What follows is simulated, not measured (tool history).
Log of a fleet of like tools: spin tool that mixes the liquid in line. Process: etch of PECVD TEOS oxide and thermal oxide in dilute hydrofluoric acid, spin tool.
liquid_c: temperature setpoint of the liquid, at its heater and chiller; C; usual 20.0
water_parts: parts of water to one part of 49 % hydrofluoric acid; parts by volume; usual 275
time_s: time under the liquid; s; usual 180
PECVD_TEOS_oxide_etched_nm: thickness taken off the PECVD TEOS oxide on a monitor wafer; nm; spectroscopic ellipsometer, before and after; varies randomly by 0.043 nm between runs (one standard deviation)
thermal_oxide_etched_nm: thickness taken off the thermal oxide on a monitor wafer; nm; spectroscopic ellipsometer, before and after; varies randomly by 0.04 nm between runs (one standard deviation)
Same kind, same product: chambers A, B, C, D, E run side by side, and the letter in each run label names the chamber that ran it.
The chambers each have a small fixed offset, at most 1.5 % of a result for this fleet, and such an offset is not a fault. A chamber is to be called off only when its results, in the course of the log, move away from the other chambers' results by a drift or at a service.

| run | hour | liquid_c | water_parts | time_s | read-back film thickness of the PECVD TEOS oxide reference wafer, read on the same gauge (nm) | read-back film thickness of the thermal oxide reference wafer, read on the same gauge (nm) | PECVD_TEOS_oxide_etched_nm | thermal_oxide_etched_nm |
|---|---|---|---|---|---|---|---|---|
| 1C | 10.4 | 20.0 | 275 | 180 | 119.99 | 129.98 | 8.1036 | 2.1852 |
| 2B | 19.4 | 20.0 | 275 | 180 | 120.00 | 129.98 | 8.0385 | 2.2525 |
| 3D | 31.9 | 20.0 | 275 | 180 | 120.01 | 130.01 | 8.1666 | 2.2832 |
| 4E | 45.8 | 20.0 | 275 | 180 | 120.00 | 129.99 | 8.0668 | 2.3469 |
| 5A | 56.3 | 20.0 | 275 | 180 | 119.99 | 130.01 | 8.1184 | 2.2202 |
| 6D | 66.2 | 20.0 | 275 | 180 | 119.99 | 130.00 | 8.2036 | 2.2638 |
| 7E | 81.1 | 20.0 | 275 | 180 | 120.03 | 129.99 | 8.0804 | 2.1918 |
| 8A | 93.4 | 20.0 | 275 | 180 | 119.98 | 129.99 | 8.1012 | 2.1914 |
| 9C | 102.7 | 20.0 | 275 | 180 | 120.00 | 130.00 | 8.2323 | 2.1850 |
| 10B | 112.4 | 20.0 | 275 | 180 | 119.99 | 130.00 | 8.0474 | 2.2155 |
| 11D | 120.8 | 20.0 | 275 | 180 | 119.99 | 130.00 | 8.2154 | 2.2010 |
|  | 124.9 | chamber D: thermometer replaced |
| 12C | 132.8 | 20.0 | 275 | 180 | 119.99 | 130.01 | 8.2507 | 2.2626 |
| 13E | 147.9 | 20.0 | 275 | 180 | 119.99 | 129.99 | 8.0772 | 2.1945 |
| 14B | 162.6 | 20.0 | 275 | 240 | 120.03 | 130.00 | 10.7340 | 2.9961 |
| 15A | 175.6 | 20.0 | 275 | 240 | 119.99 | 130.01 | 10.6550 | 2.9857 |
| 16B | 183.8 | 20.0 | 275 | 240 | 119.99 | 129.98 | 10.7850 | 2.9801 |
|  | 185.0 | chamber B: hydrofluoric acid flow meter replaced |
| 17A | 191.7 | 20.0 | 275 | 240 | 120.00 | 130.00 | 10.8420 | 2.9354 |
| 18E | 207.0 | 20.0 | 275 | 240 | 120.01 | 129.99 | 10.8030 | 3.0404 |
|  | 215.6 | chamber A: hydrofluoric acid flow meter replaced |
| 19C | 217.7 | 20.0 | 365 | 180 | 119.99 | 130.01 | 5.8485 | 1.5805 |
| 20D | 230.2 | 20.0 | 365 | 180 | 119.97 | 129.99 | 5.7693 | 1.6018 |
| 21D | 244.9 | 20.0 | 365 | 180 | 120.01 | 130.00 | 5.7572 | 1.6082 |
|  | 250.6 | chamber B: thermometer replaced |
| 22C | 256.2 | 20.0 | 365 | 180 | 120.01 | 130.01 | 5.8750 | 1.6176 |
| 23A | 263.0 | 20.0 | 365 | 180 | 119.99 | 130.01 | 5.5978 | 1.6012 |
| 24B | 276.5 | 20.0 | 275 | 180 | 120.02 | 130.01 | 8.0713 | 2.2496 |
| 25E | 286.0 | 20.0 | 275 | 180 | 119.97 | 129.98 | 8.1417 | 2.2491 |
| 26B | 295.0 | 23.5 | 410 | 180 | 120.01 | 130.02 | 5.4491 | 1.4951 |
| 27C | 309.9 | 23.5 | 410 | 180 | 119.99 | 130.00 | 5.8313 | 1.5310 |
| 28E | 324.9 | 23.5 | 410 | 180 | 119.99 | 129.99 | 5.3983 | 1.4872 |
| 29A | 333.8 | 23.5 | 410 | 180 | 120.00 | 129.99 | 5.4651 | 1.5067 |
|  | 340.2 | chamber D: hydrofluoric acid flow meter replaced |
| 30D | 343.8 | 23.5 | 410 | 180 | 120.01 | 130.00 | 5.4835 | 1.5235 |

What goes on in this fleet: one chamber off, a drifting gauge, or nothing beyond the chambers' own small offsets? Name the chamber and the cause, if any.

Little by little, chamber C moves away from the other chambers.
Cause: hydrofluoric acid flow above the setpoint (%) = 6.08.
Not necessarily distinguishable in this log from: liquid hotter than its thermometer reads (K).

Which of the 4 candidates below, each the usual settings with something changed and its results left as question marks, puts chamber C back in line with what the other chambers give on the usual settings?
Maximum distance from the other chambers' mean on the usual settings for a result to count as in line: PECVD_TEOS_oxide_etched_nm 0.1500 nm; thermal_oxide_etched_nm 0.1400 nm
| 31C-1 | 354.9 | 20.0 | 270 | 185 |  |  | ? | ? |
| 31C-2 | 354.9 | 20.0 | 265 | 185 |  |  | ? | ? |
| 31C-3 | 354.9 | 20.0 | 285 | 175 |  |  | ? | ? |
| 31C-4 | 354.9 | 20.0 | 280 | 175 |  |  | ? | ? |

On the usual settings, the other chambers give on average: PECVD_TEOS_oxide_etched_nm 8.1283 nm; thermal_oxide_etched_nm 2.2438 nm
| run | PECVD_TEOS_oxide_etched_nm | thermal_oxide_etched_nm |
|---|---|---|
| 31C-1 | 9.2645 | 2.5267 |
| 31C-2 | 9.4845 | 2.5867 |
| 31C-3 | 8.1867 | 2.2327 |
| 31C-4 | 8.3720 | 2.2833 |
The right change is 31C-3: it brings the chamber back within the allowed miss of the others.
